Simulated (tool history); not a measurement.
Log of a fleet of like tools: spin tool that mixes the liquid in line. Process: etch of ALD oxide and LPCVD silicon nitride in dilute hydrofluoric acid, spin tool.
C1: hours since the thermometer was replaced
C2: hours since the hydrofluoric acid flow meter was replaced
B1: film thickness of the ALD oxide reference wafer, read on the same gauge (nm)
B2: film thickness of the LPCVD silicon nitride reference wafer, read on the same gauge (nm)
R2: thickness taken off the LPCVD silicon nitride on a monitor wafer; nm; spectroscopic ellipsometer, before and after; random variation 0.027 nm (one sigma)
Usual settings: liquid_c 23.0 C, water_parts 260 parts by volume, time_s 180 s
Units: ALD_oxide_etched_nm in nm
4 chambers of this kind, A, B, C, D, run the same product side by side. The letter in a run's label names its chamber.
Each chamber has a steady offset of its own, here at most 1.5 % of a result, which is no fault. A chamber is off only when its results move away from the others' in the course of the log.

Run 1D, day 0.404: usual settings; C1 1975.9; C2 80.4; B1 100.020; B2 40.030. Result: ALD_oxide_etched_nm 8.6758 nm, R2 0.28043 nm.
Run 2B, day 0.604: usual settings; C1 1015.1; C2 319.2; B1 99.993; B2 40.035. Result: ALD_oxide_etched_nm 8.6601 nm, R2 0.31674 nm.
Run 3A, day 1.000: usual settings; C1 980.4; C2 1582.8; B1 99.998; B2 39.999. Result: ALD_oxide_etched_nm 8.8178 nm, R2 0.29767 nm.
Run 4C, day 1.350: usual settings; C1 882.9; C2 1465.5; B1 99.970; B2 39.951. Result: ALD_oxide_etched_nm 8.7992 nm, R2 0.30471 nm.
Run 5D, day 1.583: usual settings; C1 2004.2; C2 108.7; B1 100.010; B2 39.993. Result: ALD_oxide_etched_nm 8.7286 nm, R2 0.31728 nm.
Run 6A, day 1.862: usual settings; C1 1001.1; C2 1603.5; B1 100.020; B2 39.997. Result: ALD_oxide_etched_nm 8.7984 nm, R2 0.29918 nm.
Run 7B, day 2.242: usual settings; C1 1054.4; C2 358.5; B1 99.998; B2 39.998. Result: ALD_oxide_etched_nm 8.7069 nm, R2 0.33040 nm.
Run 8C, day 2.429: usual settings; C1 908.8; C2 1491.4; B1 100.010; B2 40.010. Result: ALD_oxide_etched_nm 8.8570 nm, R2 0.33564 nm.
Run 9D, day 2.767: usual settings; C1 2032.6; C2 137.1; B1 99.978; B2 39.973. Result: ALD_oxide_etched_nm 8.7670 nm, R2 0.33319 nm.
Run 10B, day 3.158: usual settings but liquid_c 21.5 C, time_s 115 s; C1 1076.4; C2 380.5; B1 100.000; B2 39.997. Result: ALD_oxide_etched_nm 5.2565 nm, R2 0.16821 nm.
Run 11C, day 3.529: usual settings but liquid_c 21.5 C, time_s 115 s; C1 935.2; C2 1517.8; B1 100.010; B2 39.973. Result: ALD_oxide_etched_nm 5.3502 nm, R2 0.18263 nm.
Run 12A, day 3.779: usual settings but liquid_c 21.5 C, time_s 115 s; C1 1047.1; C2 1649.5; B1 100.010; B2 40.001. Result: ALD_oxide_etched_nm 5.3092 nm, R2 0.18220 nm.
Run 13D, day 4.117: usual settings but liquid_c 21.5 C, time_s 115 s; C1 2065.0; C2 169.5; B1 100.000; B2 39.973. Result: ALD_oxide_etched_nm 5.2818 nm, R2 0.16369 nm.
Run 14B, day 4.300: usual settings; C1 1103.8; C2 407.9; B1 99.992; B2 40.025. Result: ALD_oxide_etched_nm 8.8844 nm, R2 0.36907 nm.
Run 15A, day 4.692: usual settings; C1 1069.0; C2 1671.4; B1 100.020; B2 39.984. Result: ALD_oxide_etched_nm 8.6790 nm, R2 0.30841 nm.
Run 16C, day 5.088: usual settings; C1 972.6; C2 1555.2; B1 100.020; B2 40.020. Result: ALD_oxide_etched_nm 8.7840 nm, R2 0.37684 nm.
Run 17C, day 5.433: usual settings; C1 980.9; C2 1563.5; B1 100.020; B2 39.978. Result: ALD_oxide_etched_nm 8.8206 nm, R2 0.31213 nm.
Run 18B, day 5.683: usual settings; C1 1137.0; C2 441.1; B1 99.998; B2 39.984. Result: ALD_oxide_etched_nm 8.7353 nm, R2 0.31789 nm.
Run 19D, day 6.083: usual settings; C1 2112.2; C2 216.7; B1 100.000; B2 39.997. Result: ALD_oxide_etched_nm 8.6718 nm, R2 0.32610 nm.
Run 20A, day 6.267: usual settings; C1 1106.8; C2 1709.2; B1 100.000; B2 39.986. Result: ALD_oxide_etched_nm 8.7293 nm, R2 0.34344 nm.
Run 21C, day 6.467: usual settings; C1 1005.7; C2 1588.3; B1 100.020; B2 39.950. Result: ALD_oxide_etched_nm 8.8189 nm, R2 0.33233 nm.
At day 6.625: chamber C: thermometer replaced.
Run 22B, day 6.854: usual settings but water_parts 360 parts by volume, time_s 235 s; C1 1165.1; C2 469.2; B1 99.991; B2 39.992. Result: ALD_oxide_etched_nm 7.4254 nm, R2 0.29471 nm.
Run 23A, day 7.271: usual settings but water_parts 360 parts by volume, time_s 235 s; C1 1130.9; C2 1733.3; B1 100.020; B2 39.998. Result: ALD_oxide_etched_nm 7.5747 nm, R2 0.36195 nm.
Run 24D, day 7.642: usual settings but water_parts 360 parts by volume, time_s 235 s; C1 2149.6; C2 254.1; B1 100.010; B2 40.016. Result: ALD_oxide_etched_nm 7.5814 nm, R2 0.28211 nm.
Run 25C, day 7.883: usual settings but water_parts 360 parts by volume, time_s 235 s; C1 30.2; C2 1622.3; B1 100.000; B2 39.989. Result: ALD_oxide_etched_nm 7.4841 nm, R2 0.27899 nm.
Run 26D, day 8.179: usual settings; C1 2162.5; C2 267.0; B1 99.998; B2 39.975. Result: ALD_oxide_etched_nm 8.7392 nm, R2 0.30812 nm.
Run 27B, day 8.583: usual settings; C1 1206.6; C2 510.7; B1 99.996; B2 39.991. Result: ALD_oxide_etched_nm 8.7696 nm, R2 0.32566 nm.
Run 28A, day 8.958: usual settings; C1 1171.4; C2 1773.8; B1 99.990; B2 40.008. Result: ALD_oxide_etched_nm 8.7298 nm, R2 0.29238 nm.
Run 29C, day 9.217: usual settings; C1 62.2; C2 1654.3; B1 99.991; B2 40.033. Result: ALD_oxide_etched_nm 8.8309 nm, R2 0.33082 nm.
Run 30D, day 9.621: usual settings; C1 2197.1; C2 301.6; B1 99.999; B2 39.993. Result: ALD_oxide_etched_nm 8.8063 nm, R2 0.30271 nm.
Run 31B, day 9.938: usual settings; C1 1239.1; C2 543.2; B1 100.010; B2 39.985. Result: ALD_oxide_etched_nm 8.8037 nm, R2 0.31510 nm.
Run 32A, day 10.350: usual settings; C1 1204.8; C2 1807.2; B1 100.020; B2 40.022. Result: ALD_oxide_etched_nm 8.7492 nm, R2 0.32350 nm.
Run 33B, day 10.625: usual settings; C1 1255.6; C2 559.7; B1 100.030; B2 39.982. Result: ALD_oxide_etched_nm 8.7230 nm, R2 0.33024 nm.
Run 34A, day 10.992: usual settings; C1 1220.2; C2 1822.6; B1 99.978; B2 40.016. Result: ALD_oxide_etched_nm 8.8226 nm, R2 0.32450 nm.
Run 35C, day 11.217: usual settings; C1 110.2; C2 1702.3; B1 99.996; B2 40.023. Result: ALD_oxide_etched_nm 8.8295 nm, R2 0.35489 nm.
Run 36D, day 11.617: usual settings; C1 2245.0; C2 349.5; B1 99.957; B2 39.990. Result: ALD_oxide_etched_nm 8.7830 nm, R2 0.34248 nm.
Run 37D, day 11.967: usual settings; C1 2253.4; C2 357.9; B1 100.020; B2 39.971. Result: ALD_oxide_etched_nm 8.8101 nm, R2 0.32820 nm.

Next, every chamber runs the same settings. What will each give?
Run 38A, day 12.262: usual settings. Result: ALD_oxide_etched_nm ?, R2 ?.
Run 38B, day 12.262: usual settings. Result: ALD_oxide_etched_nm ?, R2 ?.
Run 38C, day 12.262: usual settings. Result: ALD_oxide_etched_nm ?, R2 ?.
Run 38D, day 12.262: usual settings. Result: ALD_oxide_etched_nm ?, R2 ?.

run  ALD_oxide_etched_nm       R2
38A               8.8066  0.30394
38B               8.7920  0.26602
38C               8.8173  0.36537
38D               8.7985  0.32311

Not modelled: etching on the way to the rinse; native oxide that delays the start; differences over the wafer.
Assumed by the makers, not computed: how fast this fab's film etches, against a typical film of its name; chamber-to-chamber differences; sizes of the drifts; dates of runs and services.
